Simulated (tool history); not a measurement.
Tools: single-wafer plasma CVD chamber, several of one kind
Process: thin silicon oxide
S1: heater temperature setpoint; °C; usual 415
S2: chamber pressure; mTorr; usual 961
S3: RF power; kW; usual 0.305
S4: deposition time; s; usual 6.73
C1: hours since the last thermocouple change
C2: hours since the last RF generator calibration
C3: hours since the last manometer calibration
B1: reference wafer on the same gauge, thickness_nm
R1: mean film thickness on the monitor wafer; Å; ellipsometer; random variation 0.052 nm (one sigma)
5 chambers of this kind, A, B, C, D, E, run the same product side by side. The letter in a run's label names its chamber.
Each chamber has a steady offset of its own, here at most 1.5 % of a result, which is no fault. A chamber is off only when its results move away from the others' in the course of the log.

run,hour,S1,S2,S3,S4,C1,C2,C3,B1,R1
# hour 3.5: chamber D: thermocouple changed; heater temperature recalibrated
1A,10.2,415,961,0.305,6.73,777.8,779.8,733.9,11.587,143.19
2C,18.8,415,961,0.305,6.73,881.7,485.5,596.7,11.598,143.34
3B,28.5,415,961,0.305,6.73,667.5,1948,1979.4,11.601,144.1
4D,34.6,415,961,0.305,6.73,31.2,1302.9,1140.8,11.589,144.72
5E,42.5,415,961,0.305,6.73,2063.3,1138,1040.8,11.61,141.34
6E,51.3,415,961,0.305,6.73,2072.1,1146.8,1049.6,11.59,141.58
7D,62.8,415,961,0.26,5.84,59.4,1331.1,1169,11.607,117.64
8A,74.9,415,961,0.26,5.84,842.5,844.5,798.6,11.604,115.87
9B,86.4,415,961,0.26,5.84,725.4,2005.9,2037.3,11.595,116.9
10C,93,415,961,0.26,5.84,955.9,559.7,670.9,11.593,116.06
11A,99.8,415,961,0.26,5.84,867.4,869.4,823.5,11.599,115.37
12C,110.4,415,961,0.305,6.73,973.3,577.1,688.3,11.601,144.14
# hour 117.7: chamber B: capacitance manometer re-zeroed and calibrated
13E,119.5,415,961,0.305,6.73,2140.3,1215,1117.8,11.603,142.28
14D,128.1,415,961,0.305,6.73,124.7,1396.4,1234.3,11.602,144.08
15B,139.2,415,961,0.305,6.73,778.2,2058.7,21.6,11.592,143.71
16D,147.9,415,961,0.305,6.73,144.5,1416.2,1254.1,11.609,144.68
17E,154.3,415,961,0.305,6.73,2175.1,1249.8,1152.6,11.606,142.2
18B,161,415,961,0.305,6.73,800,2080.5,43.4,11.596,143.4
# hour 162.9: chamber E: thermocouple changed; heater temperature recalibrated
# hour 170: chamber C: thermocouple changed; heater temperature recalibrated
19A,173.2,415,961,0.305,6.73,940.8,942.8,896.9,11.599,142.8
# hour 181.6: chamber A: capacitance manometer re-zeroed and calibrated
20C,186.5,415,961,0.305,6.73,16.5,653.2,764.4,11.593,143.58
21B,193,415,1156,0.305,6.73,832,2112.5,75.4,11.595,163.71
22A,201,415,1156,0.305,6.73,968.6,970.6,19.5,11.595,157.61
23C,208.8,415,1156,0.305,6.73,38.8,675.5,786.7,11.598,163.86
24D,217.1,415,1156,0.305,6.73,213.7,1485.4,1323.3,11.606,164.59
25E,228.5,415,1156,0.305,6.73,65.7,1324,1226.8,11.613,161.09
26A,235.6,415,961,0.305,6.73,1003.2,1005.2,54.1,11.603,136.07
27C,247.8,415,961,0.305,6.73,77.8,714.5,825.7,11.601,143.92
28D,256.3,415,961,0.305,6.73,252.9,1524.6,1362.5,11.589,144.7
29E,266,415,961,0.305,6.73,103.2,1361.5,1264.3,11.599,141.91
30B,274.4,415,961,0.305,6.73,913.4,2193.9,156.8,11.608,143.69
31D,280.5,415,777,0.305,7.54,277.1,1548.8,1386.7,11.602,134.47
32E,290.3,415,777,0.305,7.54,127.5,1385.8,1288.6,11.609,133.25
33A,299.1,415,777,0.305,7.54,1066.7,1068.7,117.6,11.608,125.93
34C,306.9,415,777,0.305,7.54,136.9,773.6,884.8,11.594,133.19
35B,318.3,415,777,0.305,7.54,957.3,2237.8,200.7,11.596,133.89
36D,328.1,415,961,0.305,6.73,324.7,1596.4,1434.3,11.597,145.29

Next, every chamber runs the same settings. What will each give?
37A,337.8,423,961,0.305,6.73,,,,,?
37B,337.8,423,961,0.305,6.73,,,,,?
37C,337.8,423,961,0.305,6.73,,,,,?
37D,337.8,423,961,0.305,6.73,,,,,?
37E,337.8,423,961,0.305,6.73,,,,,?

run,R1
37A,135.86
37B,144.26
37C,143.78
37D,143.62
37E,141.47
